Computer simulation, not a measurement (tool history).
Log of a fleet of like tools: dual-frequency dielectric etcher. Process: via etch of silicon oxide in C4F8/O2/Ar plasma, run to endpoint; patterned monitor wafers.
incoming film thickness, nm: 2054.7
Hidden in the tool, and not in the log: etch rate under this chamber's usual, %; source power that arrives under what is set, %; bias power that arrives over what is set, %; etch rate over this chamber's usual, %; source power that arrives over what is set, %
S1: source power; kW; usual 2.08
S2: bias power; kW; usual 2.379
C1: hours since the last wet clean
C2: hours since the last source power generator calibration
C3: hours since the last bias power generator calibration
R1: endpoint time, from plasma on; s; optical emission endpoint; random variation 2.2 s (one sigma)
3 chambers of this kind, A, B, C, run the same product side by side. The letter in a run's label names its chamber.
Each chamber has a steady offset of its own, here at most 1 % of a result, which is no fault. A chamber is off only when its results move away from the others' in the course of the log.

| run | day | S1 | S2 | C1 | C2 | C3 | R1 |
|---|---|---|---|---|---|---|---|
| 1C | 0.196 | 2.08 | 2.379 | 113.8 | 283.3 | 1526.6 | 380.13 |
| 2A | 0.417 | 2.08 | 2.379 | 112.3 | 2222.7 | 280.4 | 377.42 |
| 3B | 0.583 | 2.08 | 2.379 | 155 | 625.6 | 2215.9 | 383 |
| 4C | 0.746 | 2.08 | 2.379 | 127 | 296.5 | 1539.8 | 385.05 |
| 5A | 0.888 | 2.08 | 2.379 | 123.6 | 2234 | 291.7 | 384.93 |
| 6B | 1.075 | 2.08 | 2.379 | 166.8 | 637.4 | 2227.7 | 377.91 |
| 7B | 1.258 | 2.08 | 2.379 | 171.2 | 641.8 | 2232.1 | 380.86 |
| 8A | 1.404 | 2.08 | 2.379 | 136 | 2246.4 | 304.1 | 377.1 |
| 9C | 1.646 | 2.08 | 2.379 | 148.6 | 318.1 | 1561.4 | 377.7 |
| 10C | 1.788 | 2.08 | 2.379 | 152 | 321.5 | 1564.8 | 381.46 |
| 11B | 1.912 | 2.08 | 2.379 | 186.9 | 657.5 | 2247.8 | 377.38 |
| 12A | 2.038 | 2.08 | 2.379 | 151.2 | 2261.6 | 319.3 | 381.92 |
| 13C | 2.279 | 2.08 | 2.379 | 163.8 | 333.3 | 1576.6 | 384.14 |
| 14B | 2.404 | 2.08 | 2.379 | 198.7 | 669.3 | 2259.6 | 379.88 |
| 15A | 2.596 | 2.08 | 2.379 | 164.6 | 2275 | 332.7 | 380.52 |
| 16A | 2.708 | 2.08 | 2.379 | 167.3 | 2277.7 | 335.4 | 381.39 |
| 17C | 2.829 | 2.08 | 2.379 | 177 | 346.5 | 1589.8 | 382.18 |
| 18B | 3.058 | 2.08 | 2.379 | 214.4 | 685 | 2275.3 | 381.23 |
| 19B | 3.292 | 2.08 | 1.828 | 220 | 690.6 | 2280.9 | 414.34 |
| 20C | 3.483 | 2.08 | 1.828 | 192.7 | 362.2 | 1605.5 | 413.65 |
| 21A | 3.679 | 2.08 | 1.828 | 190.6 | 2301 | 358.7 | 420.13 |
| 22A | 3.879 | 2.08 | 2.379 | 195.4 | 2305.8 | 363.5 | 391.67 |
| 23B | 4 | 2.08 | 2.379 | 237 | 707.6 | 2297.9 | 379.59 |
| 24C | 4.25 | 2.08 | 2.379 | 211.1 | 380.6 | 1623.9 | 375.34 |
| 25C | 4.425 | 2.08 | 2.379 | 215.3 | 384.8 | 1628.1 | 384.55 |
| 26A | 4.558 | 2.08 | 2.379 | 211.7 | 2322.1 | 379.8 | 392.37 |
| 27B | 4.767 | 2.08 | 2.379 | 255.4 | 726 | 2316.3 | 378.45 |
| 28C | 4.95 | 2.08 | 2.379 | 227.9 | 397.4 | 1640.7 | 377.4 |
| 29A | 5.088 | 2.08 | 2.379 | 224.4 | 2334.8 | 392.5 | 392.93 |
| 30B | 5.329 | 2.4 | 2.379 | 268.9 | 739.5 | 2329.8 | 358.92 |
| 31A | 5.546 | 2.4 | 2.379 | 235.4 | 2345.8 | 403.5 | 371.07 |
| 32B | 5.654 | 2.4 | 2.379 | 276.7 | 747.3 | 2337.6 | 360.36 |

What goes on in this fleet: one chamber off, a drifting gauge, or nothing beyond the chambers' own small offsets? Name the chamber and the cause, if any.

Chamber A drifts away from the others.
Cause: etch rate under this chamber's usual, % = 4.14.

Here are 4 candidates for chamber A's next run, each the usual settings with a change, their results left as question marks. Which one brings its results back in line with what the others give on the usual settings?
In line means no further than this from the other chambers' mean on the usual settings: R1 7.8 s
| 33A-1 | 5.833 | 1.87 | 2.379 |  |  |  | ? |
| 33A-2 | 5.833 | 2.5 | 2.379 |  |  |  | ? |
| 33A-3 | 5.833 | 2.21 | 2.494 |  |  |  | ? |
| 33A-4 | 5.833 | 2.08 | 1.815 |  |  |  | ? |

The other chambers' mean on the usual settings: R1 380.72 s
| run | R1 |
|---|---|
| 33A-1 | 413.6 |
| 33A-2 | 368.22 |
| 33A-3 | 381.44 |
| 33A-4 | 428.83 |
33A-3 brings the chamber back in line.
